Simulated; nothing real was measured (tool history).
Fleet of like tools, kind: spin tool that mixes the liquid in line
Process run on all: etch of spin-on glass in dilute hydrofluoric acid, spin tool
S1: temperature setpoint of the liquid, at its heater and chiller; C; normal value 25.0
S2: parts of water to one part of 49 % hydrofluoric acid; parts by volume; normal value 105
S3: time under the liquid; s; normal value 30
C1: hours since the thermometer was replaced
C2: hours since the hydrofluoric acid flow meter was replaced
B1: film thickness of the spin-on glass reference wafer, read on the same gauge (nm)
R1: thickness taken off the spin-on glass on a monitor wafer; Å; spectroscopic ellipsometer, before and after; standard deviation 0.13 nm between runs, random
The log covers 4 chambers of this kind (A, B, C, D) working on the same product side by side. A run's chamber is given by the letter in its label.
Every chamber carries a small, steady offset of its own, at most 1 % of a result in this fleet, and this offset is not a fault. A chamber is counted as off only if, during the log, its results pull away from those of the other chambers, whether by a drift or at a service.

run,hour,S1,S2,S3,C1,C2,B1,R1
1C,3.4,25.0,105,30,224.5,1893.9,89.994,130.510
2D,6.1,25.0,105,30,157.1,504.4,90.075,132.790
3B,9.1,25.0,105,30,2075.4,487.1,89.984,129.630
4A,13.2,25.0,105,30,1093.6,865.5,89.967,132.700
5D,16.8,25.0,105,30,167.8,515.1,89.980,129.630
6A,21.2,25.0,105,30,1101.6,873.5,89.995,132.530
7C,23.7,25.0,105,30,244.8,1914.2,90.042,131.150
# hour 24.1: chamber A: hydrofluoric acid flow meter replaced
8B,27.6,25.0,105,30,2093.9,505.6,89.960,128.510
9D,31.6,25.0,105,30,182.6,529.9,89.925,133.720
10C,36.1,25.0,105,20,257.2,1926.6,89.989,87.468
11A,39.1,25.0,105,20,1119.5,15.1,90.009,87.974
12B,42.1,25.0,105,20,2108.4,520.1,89.996,88.241
# hour 43.3: chamber C: hydrofluoric acid flow meter replaced
13A,46.0,25.0,105,20,1126.4,22.0,89.951,86.585
14D,49.8,25.0,105,30,200.8,548.1,89.953,135.240
15B,53.2,25.0,105,30,2119.5,531.2,90.002,128.660
16C,55.3,25.0,105,30,276.4,12.1,90.013,130.240
17B,58.2,21.5,105,15,2124.5,536.2,89.944,57.121
18A,61.3,21.5,105,15,1141.7,37.3,90.036,56.589
19C,65.9,21.5,105,15,287.0,22.7,89.966,57.134
20D,69.4,21.5,105,15,220.4,567.7,89.992,60.655
21B,71.6,25.0,105,30,2137.9,549.6,89.998,131.340
22C,75.5,25.0,105,30,296.6,32.3,90.033,132.570
23A,79.5,25.0,105,30,1159.9,55.5,90.030,130.130
24D,81.7,25.0,105,30,232.7,580.0,89.998,141.140
25D,85.8,25.0,105,30,236.8,584.1,90.007,140.350

All chambers now run identical settings, listed one chamber a line with results as question marks. What results will each chamber show?
26A,89.2,25.0,65,30,,,,?
26B,89.2,25.0,65,30,,,,?
26C,89.2,25.0,65,30,,,,?
26D,89.2,25.0,65,30,,,,?

run,R1
26A,215.150
26B,222.590
26C,225.080
26D,244.360
